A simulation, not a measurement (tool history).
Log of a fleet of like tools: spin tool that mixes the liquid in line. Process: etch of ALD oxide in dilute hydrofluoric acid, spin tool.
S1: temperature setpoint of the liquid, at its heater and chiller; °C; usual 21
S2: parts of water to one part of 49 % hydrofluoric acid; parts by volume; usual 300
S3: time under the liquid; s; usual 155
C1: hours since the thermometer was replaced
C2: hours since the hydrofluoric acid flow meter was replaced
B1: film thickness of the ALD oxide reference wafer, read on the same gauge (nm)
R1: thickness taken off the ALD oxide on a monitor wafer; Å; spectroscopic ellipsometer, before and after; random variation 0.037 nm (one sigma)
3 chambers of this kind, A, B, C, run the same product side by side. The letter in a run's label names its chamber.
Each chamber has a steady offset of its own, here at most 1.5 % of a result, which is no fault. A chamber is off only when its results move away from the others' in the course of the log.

Run 1A, hour 13.2: usual settings; C1 490.1; C2 398.1; B1 69.999. Result: R1 87.364 Å.
Run 2B, hour 23.4: usual settings; C1 556.4; C2 201; B1 69.989. Result: R1 86.22 Å.
Run 3C, hour 30: usual settings; C1 1404.7; C2 496.2; B1 69.993. Result: R1 87.064 Å.
Run 4B, hour 36.9: usual settings; C1 569.9; C2 214.5; B1 69.997. Result: R1 85.752 Å.
Run 5C, hour 43.4: usual settings; C1 1418.1; C2 509.6; B1 70.01. Result: R1 87.811 Å.
Run 6A, hour 51.2: usual settings; C1 528.1; C2 436.1; B1 70.004. Result: R1 87.049 Å.
At hour 57.9: chamber C: hydrofluoric acid flow meter replaced.
Run 7B, hour 66.1: usual settings; C1 599.1; C2 243.7; B1 69.988. Result: R1 86.408 Å.
Run 8C, hour 76.8: usual settings; C1 1451.5; C2 19; B1 70.002. Result: R1 86.946 Å.
Run 9A, hour 84.6: usual settings; C1 561.5; C2 469.5; B1 69.988. Result: R1 86.516 Å.
Run 10A, hour 95: usual settings; C1 571.9; C2 479.9; B1 69.999. Result: R1 86.272 Å.
Run 11C, hour 107.9: usual settings; C1 1482.6; C2 50.1; B1 69.997. Result: R1 86.075 Å.
Run 12B, hour 117.6: usual settings; C1 650.6; C2 295.2; B1 69.984. Result: R1 85.956 Å.
Run 13C, hour 127.3: usual settings; C1 1502; C2 69.5; B1 70.013. Result: R1 87.531 Å.
Run 14B, hour 140.1: usual settings; C1 673.1; C2 317.7; B1 70.004. Result: R1 86.975 Å.
Run 15A, hour 153.9: usual settings; C1 630.8; C2 538.8; B1 70.003. Result: R1 85.51 Å.
Run 16A, hour 166.1: usual settings; C1 643; C2 551; B1 69.997. Result: R1 85.575 Å.
Run 17C, hour 177.6: usual settings; C1 1552.3; C2 119.8; B1 69.971. Result: R1 86.611 Å.
Run 18B, hour 185.4: usual settings; C1 718.4; C2 363; B1 70.018. Result: R1 86.23 Å.
Run 19B, hour 194.4: usual settings; C1 727.4; C2 372; B1 69.991. Result: R1 86.418 Å.
Run 20A, hour 202.7: usual settings; C1 679.6; C2 587.6; B1 70.014. Result: R1 85.281 Å.
Run 21C, hour 217.5: usual settings; C1 1592.2; C2 159.7; B1 69.993. Result: R1 86.852 Å.
Run 22B, hour 230.4: usual settings but S3 105 s; C1 763.4; C2 408; B1 70.003. Result: R1 58.436 Å.
Run 23C, hour 237.4: usual settings but S3 105 s; C1 1612.1; C2 179.6; B1 70.009. Result: R1 58.697 Å.
At hour 251.1: chamber B: hydrofluoric acid flow meter replaced.
Run 24A, hour 251.3: usual settings but S3 105 s; C1 728.2; C2 636.2; B1 70.007. Result: R1 57.431 Å.
Run 25A, hour 262.3: usual settings; C1 739.2; C2 647.2; B1 69.979. Result: R1 85.315 Å.
Run 26B, hour 269.9: usual settings but S1 17 °C, S3 245 s; C1 802.9; C2 18.9; B1 69.996. Result: R1 117.96 Å.
Run 27C, hour 280.1: usual settings but S1 17 °C, S3 245 s; C1 1654.8; C2 222.3; B1 70.016. Result: R1 117.44 Å.
Run 28B, hour 294.9: usual settings but S1 17 °C, S3 245 s; C1 827.9; C2 43.9; B1 70.009. Result: R1 118.13 Å.

All 3 chambers run these settings next. Forecast each chamber's results:
Run 29A, hour 305.6: usual settings but S1 19 °C. Result: R1 ?.
Run 29B, hour 305.6: usual settings but S1 19 °C. Result: R1 ?.
Run 29C, hour 305.6: usual settings but S1 19 °C. Result: R1 ?.

run      R1
29A  78.248
29B   80.14
29C  80.658
